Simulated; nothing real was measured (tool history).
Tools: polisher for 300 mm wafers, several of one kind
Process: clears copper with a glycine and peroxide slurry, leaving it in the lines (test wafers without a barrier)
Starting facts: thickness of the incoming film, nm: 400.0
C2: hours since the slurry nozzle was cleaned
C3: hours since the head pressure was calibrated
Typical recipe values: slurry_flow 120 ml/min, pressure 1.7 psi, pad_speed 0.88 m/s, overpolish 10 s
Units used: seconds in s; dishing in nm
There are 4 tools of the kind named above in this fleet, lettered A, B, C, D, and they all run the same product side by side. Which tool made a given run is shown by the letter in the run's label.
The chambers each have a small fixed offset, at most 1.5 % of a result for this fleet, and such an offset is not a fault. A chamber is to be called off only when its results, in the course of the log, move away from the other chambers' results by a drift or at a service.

{"run": "1C", "hour": 6.3, "slurry_flow": 120, "pressure": 1.7, "pad_speed": 0.88, "overpolish": 10, "wafers polished on this pad": 486, "C2": 7.9, "C3": 20.9, "seconds": 129.53, "dishing": 23.263}
{"run": "2A", "hour": 15.4, "slurry_flow": 120, "pressure": 1.7, "pad_speed": 0.88, "overpolish": 10, "wafers polished on this pad": 418, "C2": 192.7, "C3": 241.7, "seconds": 120.42, "dishing": 22.848}
{"run": "3D", "hour": 21.2, "slurry_flow": 120, "pressure": 1.7, "pad_speed": 0.88, "overpolish": 10, "wafers polished on this pad": 875, "C2": 505.2, "C3": 534.7, "seconds": 128.57, "dishing": 23.191}
{"hour": 29.4, "done": "chamber A: worn pad replaced by a new one"}
{"run": "4B", "hour": 32.1, "slurry_flow": 120, "pressure": 1.7, "pad_speed": 0.88, "overpolish": 10, "wafers polished on this pad": 439, "C2": 208.3, "C3": 418.2, "seconds": 122.91, "dishing": 23.07}
{"run": "5B", "hour": 37.7, "slurry_flow": 120, "pressure": 1.7, "pad_speed": 0.88, "overpolish": 10, "wafers polished on this pad": 492, "C2": 213.9, "C3": 423.8, "seconds": 127.9, "dishing": 23.217}
{"run": "6C", "hour": 42.9, "slurry_flow": 120, "pressure": 1.7, "pad_speed": 0.88, "overpolish": 10, "wafers polished on this pad": 833, "C2": 44.5, "C3": 57.5, "seconds": 126.29, "dishing": 22.987}
{"run": "7A", "hour": 47.9, "slurry_flow": 120, "pressure": 1.7, "pad_speed": 0.88, "overpolish": 10, "wafers polished on this pad": 175, "C2": 225.2, "C3": 274.2, "seconds": 125.19, "dishing": 23.098}
{"hour": 55.4, "done": "chamber D: worn pad replaced by a new one"}
{"run": "8D", "hour": 57.9, "slurry_flow": 120, "pressure": 1.7, "pad_speed": 0.88, "overpolish": 10, "wafers polished on this pad": 24, "C2": 541.9, "C3": 571.4, "seconds": 126.83, "dishing": 23.206}
{"run": "9B", "hour": 65.0, "slurry_flow": 120, "pressure": 1.7, "pad_speed": 0.88, "overpolish": 10, "wafers polished on this pad": 752, "C2": 241.2, "C3": 451.1, "seconds": 126.8, "dishing": 22.999}
{"hour": 74.2, "done": "chamber B: slurry nozzle cleaned"}
{"run": "10D", "hour": 74.3, "slurry_flow": 120, "pressure": 2.1, "pad_speed": 0.88, "overpolish": 10, "wafers polished on this pad": 180, "C2": 558.3, "C3": 587.8, "seconds": 103.36, "dishing": 26.655}
{"run": "11C", "hour": 82.6, "slurry_flow": 120, "pressure": 2.1, "pad_speed": 0.88, "overpolish": 10, "wafers polished on this pad": 1211, "C2": 84.2, "C3": 97.2, "seconds": 111.76, "dishing": 26.247}
{"hour": 82.9, "done": "chamber B: worn pad replaced by a new one"}
{"hour": 89.7, "done": "chamber A: worn pad replaced by a new one"}
{"run": "12A", "hour": 89.7, "slurry_flow": 120, "pressure": 2.1, "pad_speed": 0.88, "overpolish": 10, "wafers polished on this pad": 0, "C2": 267, "C3": 316, "seconds": 111.85, "dishing": 27.481}
{"run": "13C", "hour": 98.1, "slurry_flow": 120, "pressure": 2.1, "pad_speed": 0.88, "overpolish": 10, "wafers polished on this pad": 1358, "C2": 99.7, "C3": 112.7, "seconds": 111.65, "dishing": 25.891}
{"run": "14D", "hour": 108.7, "slurry_flow": 120, "pressure": 1.7, "pad_speed": 0.88, "overpolish": 10, "wafers polished on this pad": 507, "C2": 592.7, "C3": 622.2, "seconds": 124.85, "dishing": 22.855}
{"run": "15A", "hour": 119.2, "slurry_flow": 120, "pressure": 1.7, "pad_speed": 0.88, "overpolish": 10, "wafers polished on this pad": 280, "C2": 296.5, "C3": 345.5, "seconds": 126.55, "dishing": 23.289}
{"run": "16B", "hour": 126.4, "slurry_flow": 120, "pressure": 1.7, "pad_speed": 0.88, "overpolish": 10, "wafers polished on this pad": 413, "C2": 52.3, "C3": 512.5, "seconds": 121.18, "dishing": 22.847}
{"hour": 135.0, "done": "chamber B: head pressure recalibrated"}
{"run": "17B", "hour": 137.4, "slurry_flow": 120, "pressure": 1.7, "pad_speed": 0.88, "overpolish": 10, "wafers polished on this pad": 518, "C2": 63.3, "C3": 2.4, "seconds": 125.42, "dishing": 22.906}
{"run": "18A", "hour": 145.4, "slurry_flow": 140, "pressure": 1.3, "pad_speed": 0.88, "overpolish": 10, "wafers polished on this pad": 529, "C2": 322.7, "C3": 371.7, "seconds": 144.68, "dishing": 20.311}
{"hour": 146.2, "done": "chamber A: worn pad replaced by a new one"}
{"run": "19C", "hour": 151.9, "slurry_flow": 140, "pressure": 1.3, "pad_speed": 0.88, "overpolish": 10, "wafers polished on this pad": 1869, "C2": 153.5, "C3": 166.5, "seconds": 158.13, "dishing": 18.705}
{"run": "20D", "hour": 158.7, "slurry_flow": 140, "pressure": 1.3, "pad_speed": 0.88, "overpolish": 10, "wafers polished on this pad": 982, "C2": 642.7, "C3": 672.2, "seconds": 150.57, "dishing": 19.917}
{"run": "21B", "hour": 163.9, "slurry_flow": 140, "pressure": 1.3, "pad_speed": 0.88, "overpolish": 10, "wafers polished on this pad": 770, "C2": 89.8, "C3": 28.9, "seconds": 148.87, "dishing": 20.326}
{"run": "22C", "hour": 174.0, "slurry_flow": 120, "pressure": 2.2, "pad_speed": 0.88, "overpolish": 7, "wafers polished on this pad": 2079, "C2": 175.6, "C3": 188.6, "seconds": 115.97, "dishing": 18.455}
{"hour": 181.8, "done": "chamber D: worn pad replaced by a new one"}
{"run": "23A", "hour": 182.7, "slurry_flow": 120, "pressure": 2.2, "pad_speed": 0.88, "overpolish": 7, "wafers polished on this pad": 347, "C2": 360, "C3": 409, "seconds": 102.75, "dishing": 19.8}
{"run": "24D", "hour": 189.8, "slurry_flow": 120, "pressure": 2.2, "pad_speed": 0.88, "overpolish": 7, "wafers polished on this pad": 76, "C2": 673.8, "C3": 703.3, "seconds": 100.37, "dishing": 20.213}
{"run": "25C", "hour": 195.4, "slurry_flow": 120, "pressure": 2.2, "pad_speed": 0.88, "overpolish": 7, "wafers polished on this pad": 2282, "C2": 197, "C3": 210, "seconds": 114.41, "dishing": 18.067}

All chambers now run identical settings, listed one chamber a line with results as question marks. What results will each chamber show?
{"run": "26A", "hour": 203.3, "slurry_flow": 120, "pressure": 1.2, "pad_speed": 0.88, "overpolish": 10, "seconds": "?", "dishing": "?"}
{"run": "26B", "hour": 203.3, "slurry_flow": 120, "pressure": 1.2, "pad_speed": 0.88, "overpolish": 10, "seconds": "?", "dishing": "?"}
{"run": "26C", "hour": 203.3, "slurry_flow": 120, "pressure": 1.2, "pad_speed": 0.88, "overpolish": 10, "seconds": "?", "dishing": "?"}
{"run": "26D", "hour": 203.3, "slurry_flow": 120, "pressure": 1.2, "pad_speed": 0.88, "overpolish": 10, "seconds": "?", "dishing": "?"}

run=26A seconds=161.84 dishing=18.185
run=26B seconds=160.56 dishing=18.428
run=26C seconds=172.5 dishing=16.693
run=26D seconds=159.02 dishing=18.806

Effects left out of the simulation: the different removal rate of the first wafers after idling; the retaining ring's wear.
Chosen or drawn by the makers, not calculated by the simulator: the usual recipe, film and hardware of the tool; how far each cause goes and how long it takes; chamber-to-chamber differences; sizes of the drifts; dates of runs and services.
